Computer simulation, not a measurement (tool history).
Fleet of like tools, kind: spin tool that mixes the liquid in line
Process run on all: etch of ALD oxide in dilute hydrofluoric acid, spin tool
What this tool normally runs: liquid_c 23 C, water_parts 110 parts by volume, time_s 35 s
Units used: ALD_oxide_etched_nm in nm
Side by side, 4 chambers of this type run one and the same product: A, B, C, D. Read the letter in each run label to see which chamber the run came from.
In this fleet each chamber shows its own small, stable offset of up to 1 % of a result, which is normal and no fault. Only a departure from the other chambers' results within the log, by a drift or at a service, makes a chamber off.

run,hour,liquid_c,water_parts,time_s,hours since the thermometer was replaced,hours since the hydrofluoric acid flow meter was replaced,"read-back film thickness of the ALD oxide reference wafer, read on the same gauge (nm)",ALD_oxide_etched_nm
1C,5.8,23,110,35,704,292,150.02,9.64
2A,14.6,23,110,35,584.1,1639,150,9.6977
3B,22.1,23,110,35,680.2,1421.2,149.97,9.6402
4D,27.4,23,110,35,446.1,876.7,150,9.6714
5D,36.5,23,110,35,455.2,885.8,150,9.786
6A,44.5,23,110,35,614,1668.9,150.01,9.6202
7B,53.2,23,110,35,711.3,1452.3,149.99,9.503
8C,60.9,23,130,35,759.1,347.1,149.99,7.9426
9D,70.5,23,130,35,489.2,919.8,150.02,7.9899
10C,77.1,23,130,35,775.3,363.3,150.01,8.0583
11A,86.3,23,130,35,655.8,1710.7,150,7.9871
12B,91,23,110,35,749.1,1490.1,150.01,9.6937
13D,98.6,23,110,35,517.3,947.9,150.02,9.8663
14A,106.8,23,110,35,676.3,1731.2,150.01,9.7088
15B,114.7,23,110,35,772.8,1513.8,150,9.6849
16C,119,23,110,35,817.2,405.2,149.99,9.7099
17D,124.9,23,110,35,543.6,974.2,150.01,9.9268
18C,133.2,23,110,35,831.4,419.4,149.98,9.6486
19A,139,23,110,35,708.5,1763.4,150.01,9.6676
20B,145.1,23,90,50,803.2,1544.2,150.01,17.087
21B,150.2,23,90,50,808.3,1549.3,150,17.221
22D,158.3,23,90,50,577,1007.6,150.01,17.983
23C,162.9,23,90,50,861.1,449.1,150.02,17.288
# hour 165.5: chamber B: hydrofluoric acid flow meter replaced
24A,167.3,23,110,35,736.8,1791.7,150.02,9.5453
25C,171.7,23,110,35,869.9,457.9,149.99,9.7026
26D,181.3,25.5,95,35,600,1030.6,150.01,13.26
27A,189.5,25.5,95,35,759,1813.9,149.95,12.563
28B,194.4,25.5,95,35,852.5,29,149.97,12.505
29A,201.1,25.5,95,35,770.6,1825.5,149.99,12.54
30C,206.7,23,110,35,904.9,492.9,150.05,9.743
31B,215.7,23,110,35,873.8,50.3,149.99,9.6088
32D,221.1,23,110,35,639.8,1070.4,150,10.373
33B,226.4,23,110,35,884.5,61,149.98,9.6169
34C,231.9,23,110,35,930.1,518.1,150.04,9.6461

Does one chamber stand apart from the rest, does the shared gauge drift, or is all well apart from small per-chamber offsets? Give the chamber and the most likely cause, where there is one.

One chamber, D, drifts off from the rest bit by bit.
What lies behind it: liquid hotter than its thermometer reads (K) = 1.83.
It could be hard to tell apart here from: hydrofluoric acid flow above the setpoint (%).

Below are 4 candidate recipes for chamber D's next run, each the usual settings with a change, their results shown as question marks. Which of them brings D's results back in line with what the other chambers give on the usual settings?
A result is in line if it is within this distance of the other chambers' mean on the usual settings: ALD_oxide_etched_nm 0.21 nm
35D-1,238.9,20,110,35,,,,?
35D-2,238.9,25,110,35,,,,?
35D-3,238.9,21,110,35,,,,?
35D-4,238.9,26,110,35,,,,?

The other chambers' mean on the usual settings: ALD_oxide_etched_nm 9.6338 nm
run,ALD_oxide_etched_nm
35D-1,9.2001
35D-2,11.228
35D-3,9.5828
35D-4,11.669
35D-3 puts the chamber back in line with the other chambers.
